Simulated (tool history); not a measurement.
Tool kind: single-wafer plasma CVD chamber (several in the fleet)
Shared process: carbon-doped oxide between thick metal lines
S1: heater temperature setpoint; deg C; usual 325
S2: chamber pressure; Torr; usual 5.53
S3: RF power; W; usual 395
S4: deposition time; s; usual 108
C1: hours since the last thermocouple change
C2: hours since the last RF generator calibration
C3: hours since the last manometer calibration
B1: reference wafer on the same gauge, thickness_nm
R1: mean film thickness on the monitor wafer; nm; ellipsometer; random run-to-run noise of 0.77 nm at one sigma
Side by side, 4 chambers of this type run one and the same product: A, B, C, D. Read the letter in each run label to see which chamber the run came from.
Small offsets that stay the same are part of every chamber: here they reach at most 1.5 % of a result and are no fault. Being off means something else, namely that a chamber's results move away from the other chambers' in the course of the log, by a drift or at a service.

Run 1A, hour 6.4: usual settings; C1 253.4; C2 1755.4; C3 537.5; B1 514.08. Result: R1 509.11 nm.
Run 2C, hour 13.5: usual settings; C1 2683.9; C2 963.3; C3 1188.9; B1 513.79. Result: R1 507.02 nm.
Run 3B, hour 20.3: usual settings; C1 260.5; C2 655.2; C3 134.3; B1 513.9. Result: R1 507.25 nm.
Run 4D, hour 24.2: usual settings; C1 600.9; C2 223; C3 799.8; B1 513.49. Result: R1 512.17 nm.
Run 5C, hour 30.9: usual settings; C1 2701.3; C2 980.7; C3 1206.3; B1 513.61. Result: R1 506.87 nm.
Run 6B, hour 38.6: usual settings; C1 278.8; C2 673.5; C3 152.6; B1 513.51. Result: R1 507.63 nm.
Run 7A, hour 42.2: usual settings; C1 289.2; C2 1791.2; C3 573.3; B1 513.51. Result: R1 507.35 nm.
Run 8D, hour 50: usual settings; C1 626.7; C2 248.8; C3 825.6; B1 513.24. Result: R1 510.93 nm.
Run 9B, hour 55.1: usual settings; C1 295.3; C2 690; C3 169.1; B1 513.08. Result: R1 507.65 nm.
Run 10C, hour 62.6: usual settings; C1 2733; C2 1012.4; C3 1238; B1 513.03. Result: R1 506.13 nm.
At hour 67.9: chamber C: thermocouple changed; heater temperature recalibrated.
Run 11D, hour 69: usual settings; C1 645.7; C2 267.8; C3 844.6; B1 512.88. Result: R1 511.12 nm.
Run 12A, hour 74.8: usual settings; C1 321.8; C2 1823.8; C3 605.9; B1 512.93. Result: R1 507.13 nm.
Run 13C, hour 83: usual settings but S1 313 deg C, S4 128 s; C1 15.2; C2 1032.8; C3 1258.4; B1 512.84. Result: R1 623.38 nm.
Run 14B, hour 91.1: usual settings but S1 313 deg C, S4 128 s; C1 331.3; C2 726; C3 205.1; B1 512.53. Result: R1 624.18 nm.
Run 15D, hour 96.7: usual settings but S1 313 deg C, S4 128 s; C1 673.4; C2 295.5; C3 872.3; B1 512.61. Result: R1 634 nm.
Run 16A, hour 103: usual settings but S1 313 deg C, S4 128 s; C1 350; C2 1852; C3 634.1; B1 512.43. Result: R1 625.79 nm.
Run 17A, hour 108.5: usual settings; C1 355.5; C2 1857.5; C3 639.6; B1 512.58. Result: R1 507.53 nm.
Run 18C, hour 112.6: usual settings; C1 44.8; C2 1062.4; C3 1288; B1 512.09. Result: R1 505.98 nm.
Run 19B, hour 119: usual settings; C1 359.2; C2 753.9; C3 233; B1 512.3. Result: R1 504.58 nm.
Run 20D, hour 124: usual settings; C1 700.7; C2 322.8; C3 899.6; B1 512.11. Result: R1 510.44 nm.
Run 21A, hour 130.9: usual settings; C1 377.9; C2 1879.9; C3 662; B1 512.02. Result: R1 505.67 nm.
Run 22B, hour 137: usual settings; C1 377.2; C2 771.9; C3 251; B1 511.78. Result: R1 504.82 nm.
Run 23D, hour 141.3: usual settings but S3 420 W; C1 718; C2 340.1; C3 916.9; B1 511.93. Result: R1 532.27 nm.
Run 24C, hour 145: usual settings but S3 420 W; C1 77.2; C2 1094.8; C3 1320.4; B1 512.15. Result: R1 527.48 nm.
Run 25A, hour 149.2: usual settings but S3 420 W; C1 396.2; C2 1898.2; C3 680.3; B1 511.66. Result: R1 529.91 nm.
Run 26B, hour 154.7: usual settings but S3 420 W; C1 394.9; C2 789.6; C3 268.7; B1 511.74. Result: R1 529.37 nm.
Run 27C, hour 161.7: usual settings; C1 93.9; C2 1111.5; C3 1337.1; B1 511.69. Result: R1 503.7 nm.
Run 28D, hour 170: usual settings; C1 746.7; C2 368.8; C3 945.6; B1 511.69. Result: R1 509.62 nm.
Run 29A, hour 176.8: usual settings; C1 423.8; C2 1925.8; C3 707.9; B1 511.34. Result: R1 505.84 nm.
Run 30B, hour 182.6: usual settings; C1 422.8; C2 817.5; C3 296.6; B1 511.37. Result: R1 504.7 nm.
Run 31C, hour 190.3: usual settings; C1 122.5; C2 1140.1; C3 1365.7; B1 511.17. Result: R1 502.97 nm.
Run 32D, hour 194.2: usual settings but S1 336 deg C, S4 96 s; C1 770.9; C2 393; C3 969.8; B1 511.32. Result: R1 436.29 nm.
Run 33C, hour 201.6: usual settings but S1 336 deg C, S4 96 s; C1 133.8; C2 1151.4; C3 1377; B1 511.02. Result: R1 432.91 nm.
Run 34D, hour 205.2: usual settings but S1 336 deg C, S4 96 s; C1 781.9; C2 404; C3 980.8; B1 510.84. Result: R1 436.72 nm.
Run 35A, hour 210.2: usual settings but S1 336 deg C, S4 96 s; C1 457.2; C2 1959.2; C3 741.3; B1 510.91. Result: R1 435.4 nm.

For the next run the whole fleet of 4 chambers uses the same settings. Give each chamber's results:
Run 36A, hour 216.2: usual settings but S3 460 W. Result: R1 ?.
Run 36B, hour 216.2: usual settings but S3 460 W. Result: R1 ?.
Run 36C, hour 216.2: usual settings but S3 460 W. Result: R1 ?.
Run 36D, hour 216.2: usual settings but S3 460 W. Result: R1 ?.

run      R1
36A  563.91
36B  564.74
36C  562.05
36D  568.43
